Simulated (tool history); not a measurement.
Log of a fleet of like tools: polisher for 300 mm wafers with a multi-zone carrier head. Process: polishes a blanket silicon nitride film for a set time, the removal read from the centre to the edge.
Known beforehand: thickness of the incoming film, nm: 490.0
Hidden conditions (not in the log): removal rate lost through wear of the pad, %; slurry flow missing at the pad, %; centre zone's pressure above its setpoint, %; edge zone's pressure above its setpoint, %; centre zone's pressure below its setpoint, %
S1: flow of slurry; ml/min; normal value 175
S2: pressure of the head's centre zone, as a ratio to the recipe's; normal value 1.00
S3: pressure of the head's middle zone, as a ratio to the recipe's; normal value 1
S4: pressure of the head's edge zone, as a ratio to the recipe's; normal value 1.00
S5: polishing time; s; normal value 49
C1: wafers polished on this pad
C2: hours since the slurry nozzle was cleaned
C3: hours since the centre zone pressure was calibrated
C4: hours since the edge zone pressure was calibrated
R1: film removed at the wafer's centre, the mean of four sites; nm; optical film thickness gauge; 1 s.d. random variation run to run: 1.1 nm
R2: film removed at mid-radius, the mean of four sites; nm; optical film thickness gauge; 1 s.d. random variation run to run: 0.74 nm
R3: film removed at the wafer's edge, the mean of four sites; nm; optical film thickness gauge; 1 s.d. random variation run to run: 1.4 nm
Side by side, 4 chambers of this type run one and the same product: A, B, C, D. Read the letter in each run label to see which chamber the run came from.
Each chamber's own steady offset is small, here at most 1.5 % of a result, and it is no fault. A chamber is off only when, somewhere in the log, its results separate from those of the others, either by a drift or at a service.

Run 1C, hour 12.4: usual settings; C1 732; C2 162.1; C3 171.9; C4 264.6. Result: R1 112.650 nm, R2 113.260 nm, R3 114.15 nm.
Run 2A, hour 21.5: usual settings; C1 499; C2 211.7; C3 562.7; C4 496.4. Result: R1 113.980 nm, R2 114.020 nm, R3 115.65 nm.
At hour 23.8: chamber C: worn pad replaced by a new one.
Run 3B, hour 33.3: usual settings; C1 1122; C2 87.0; C3 718.6; C4 221.2. Result: R1 114.210 nm, R2 115.450 nm, R3 112.33 nm.
Run 4D, hour 39.8: usual settings; C1 517; C2 137.7; C3 453.3; C4 953.4. Result: R1 112.050 nm, R2 114.180 nm, R3 113.40 nm.
At hour 42.4: chamber D: worn pad replaced by a new one.
Run 5B, hour 51.2: usual settings; C1 1239; C2 104.9; C3 736.5; C4 239.1. Result: R1 113.240 nm, R2 113.830 nm, R3 112.63 nm.
At hour 53.0: chamber B: worn pad replaced by a new one.
Run 6A, hour 60.8: usual settings; C1 755; C2 251.0; C3 602.0; C4 535.7. Result: R1 114.660 nm, R2 112.940 nm, R3 116.04 nm.
Run 7D, hour 68.3: usual settings but S1 230 ml/min, S2 1.05; C1 169; C2 166.2; C3 481.8; C4 981.9. Result: R1 123.170 nm, R2 119.350 nm, R3 117.00 nm.
Run 8C, hour 75.4: usual settings but S1 230 ml/min, S2 1.05; C1 337; C2 225.1; C3 234.9; C4 327.6. Result: R1 124.200 nm, R2 117.410 nm, R3 117.26 nm.
At hour 77.0: chamber B: centre zone pressure recalibrated.
Run 9A, hour 81.7: usual settings but S1 230 ml/min, S2 1.05; C1 892; C2 271.9; C3 622.9; C4 556.6. Result: R1 124.870 nm, R2 116.080 nm, R3 118.13 nm.
Run 10D, hour 93.6: usual settings but S1 230 ml/min, S2 1.05; C1 335; C2 191.5; C3 507.1; C4 1007.2. Result: R1 124.640 nm, R2 118.610 nm, R3 113.86 nm.
Run 11C, hour 103.5: usual settings but S4 0.93; C1 521; C2 253.2; C3 263.0; C4 355.7. Result: R1 114.640 nm, R2 114.330 nm, R3 109.58 nm.
At hour 109.0: chamber D: centre zone pressure recalibrated.
Run 12B, hour 110.3: usual settings but S4 0.93; C1 374; C2 164.0; C3 33.3; C4 298.2. Result: R1 111.850 nm, R2 114.820 nm, R3 109.75 nm.
At hour 115.8: chamber D: worn pad replaced by a new one.
Run 13A, hour 119.8: usual settings but S4 0.93; C1 1141; C2 310.0; C3 661.0; C4 594.7. Result: R1 112.000 nm, R2 111.090 nm, R3 110.70 nm.
Run 14C, hour 129.6: usual settings but S4 0.93; C1 691; C2 279.3; C3 289.1; C4 381.8. Result: R1 114.070 nm, R2 111.690 nm, R3 110.20 nm.
At hour 129.9: chamber A: worn pad replaced by a new one.
At hour 138.6: chamber C: worn pad replaced by a new one.
Run 15D, hour 143.7: usual settings; C1 182; C2 241.6; C3 34.7; C4 1057.3. Result: R1 113.190 nm, R2 114.350 nm, R3 114.01 nm.
Run 16B, hour 150.4: usual settings; C1 636; C2 204.1; C3 73.4; C4 338.3. Result: R1 116.000 nm, R2 113.870 nm, R3 113.89 nm.
Run 17B, hour 159.1: usual settings; C1 693; C2 212.8; C3 82.1; C4 347.0. Result: R1 117.630 nm, R2 115.210 nm, R3 111.46 nm.
Run 18A, hour 166.2: usual settings; C1 237; C2 356.4; C3 707.4; C4 641.1. Result: R1 113.110 nm, R2 110.650 nm, R3 112.77 nm.
At hour 174.9: chamber D: slurry nozzle cleaned.
Run 19D, hour 176.0: usual settings; C1 394; C2 1.2; C3 67.0; C4 1089.6. Result: R1 111.150 nm, R2 115.170 nm, R3 113.27 nm.
Run 20C, hour 186.7: usual settings; C1 314; C2 336.4; C3 346.2; C4 438.9. Result: R1 113.880 nm, R2 113.020 nm, R3 115.38 nm.
Run 21D, hour 198.6: usual settings; C1 541; C2 23.8; C3 89.6; C4 1112.2. Result: R1 113.970 nm, R2 114.840 nm, R3 114.41 nm.
At hour 205.4: chamber D: worn pad replaced by a new one.
Run 22C, hour 212.0: usual settings; C1 480; C2 361.7; C3 371.5; C4 464.2. Result: R1 114.500 nm, R2 113.360 nm, R3 115.81 nm.
At hour 213.9: chamber B: worn pad replaced by a new one.
Run 23B, hour 219.9: usual settings; C1 39; C2 273.6; C3 142.9; C4 407.8. Result: R1 114.380 nm, R2 114.670 nm, R3 114.22 nm.
Run 24A, hour 230.9: usual settings; C1 660; C2 421.1; C3 772.1; C4 705.8. Result: R1 109.310 nm, R2 108.810 nm, R3 115.95 nm.
Run 25D, hour 240.6: usual settings; C1 230; C2 65.8; C3 131.6; C4 1154.2. Result: R1 111.730 nm, R2 114.700 nm, R3 111.92 nm.
At hour 244.6: chamber C: worn pad replaced by a new one.
Run 26B, hour 252.3: usual settings; C1 251; C2 306.0; C3 175.3; C4 440.2. Result: R1 113.590 nm, R2 113.050 nm, R3 113.82 nm.
Run 27C, hour 264.6: usual settings; C1 131; C2 414.3; C3 424.1; C4 516.8. Result: R1 113.210 nm, R2 113.420 nm, R3 114.77 nm.
At hour 265.5: chamber A: centre zone pressure recalibrated.
At hour 274.5: chamber D: worn pad replaced by a new one.
Run 28A, hour 275.1: usual settings; C1 949; C2 465.3; C3 9.7; C4 750.0. Result: R1 106.340 nm, R2 107.080 nm, R3 110.83 nm.
Run 29B, hour 288.7: usual settings; C1 489; C2 342.4; C3 211.7; C4 476.6. Result: R1 111.440 nm, R2 114.840 nm, R3 113.87 nm.
At hour 295.2: chamber D: edge zone pressure recalibrated.
Run 30D, hour 296.5: usual settings; C1 144; C2 121.7; C3 187.5; C4 1.4. Result: R1 114.340 nm, R2 115.220 nm, R3 112.92 nm.
Run 31A, hour 307.1: usual settings; C1 1158; C2 497.3; C3 41.7; C4 782.0. Result: R1 106.130 nm, R2 104.840 nm, R3 109.80 nm.
At hour 307.6: chamber A: worn pad replaced by a new one.
Run 32C, hour 315.8: usual settings; C1 465; C2 465.5; C3 475.3; C4 568.0. Result: R1 112.670 nm, R2 114.050 nm, R3 115.48 nm.
Run 33D, hour 322.3: usual settings; C1 312; C2 147.5; C3 213.3; C4 27.2. Result: R1 111.210 nm, R2 116.510 nm, R3 113.24 nm.
Run 34B, hour 331.9: usual settings; C1 771; C2 385.6; C3 254.9; C4 519.8. Result: R1 114.060 nm, R2 113.690 nm, R3 112.88 nm.
Run 35A, hour 340.4: usual settings; C1 214; C2 530.6; C3 75.0; C4 815.3. Result: R1 105.240 nm, R2 104.250 nm, R3 109.73 nm.
At hour 345.7: chamber D: worn pad replaced by a new one.
Run 36C, hour 347.8: usual settings; C1 674; C2 497.5; C3 507.3; C4 600.0. Result: R1 114.080 nm, R2 113.830 nm, R3 115.75 nm.
Run 37D, hour 357.1: usual settings; C1 74; C2 182.3; C3 248.1; C4 62.0. Result: R1 113.920 nm, R2 113.860 nm, R3 112.75 nm.
At hour 364.3: chamber C: worn pad replaced by a new one.
Run 38C, hour 371.2: usual settings; C1 45; C2 520.9; C3 530.7; C4 623.4. Result: R1 113.550 nm, R2 114.040 nm, R3 116.95 nm.
At hour 379.2: chamber B: worn pad replaced by a new one.
Run 39B, hour 379.3: usual settings; C1 1; C2 433.0; C3 302.3; C4 567.2. Result: R1 114.530 nm, R2 114.860 nm, R3 112.61 nm.

All chambers now run identical settings, listed one chamber a line with results as question marks. What results will each chamber show?
Run 40A, hour 389.7: usual settings but S1 150 ml/min. Result: R1 ?, R2 ?, R3 ?.
Run 40B, hour 389.7: usual settings but S1 150 ml/min. Result: R1 ?, R2 ?, R3 ?.
Run 40C, hour 389.7: usual settings but S1 150 ml/min. Result: R1 ?, R2 ?, R3 ?.
Run 40D, hour 389.7: usual settings but S1 150 ml/min. Result: R1 ?, R2 ?, R3 ?.

run       R1       R2      R3
40A   96.097   97.585  104.73
40B  110.610  112.110  113.08
40C  110.450  109.730  113.20
40D  109.580  111.740  112.08

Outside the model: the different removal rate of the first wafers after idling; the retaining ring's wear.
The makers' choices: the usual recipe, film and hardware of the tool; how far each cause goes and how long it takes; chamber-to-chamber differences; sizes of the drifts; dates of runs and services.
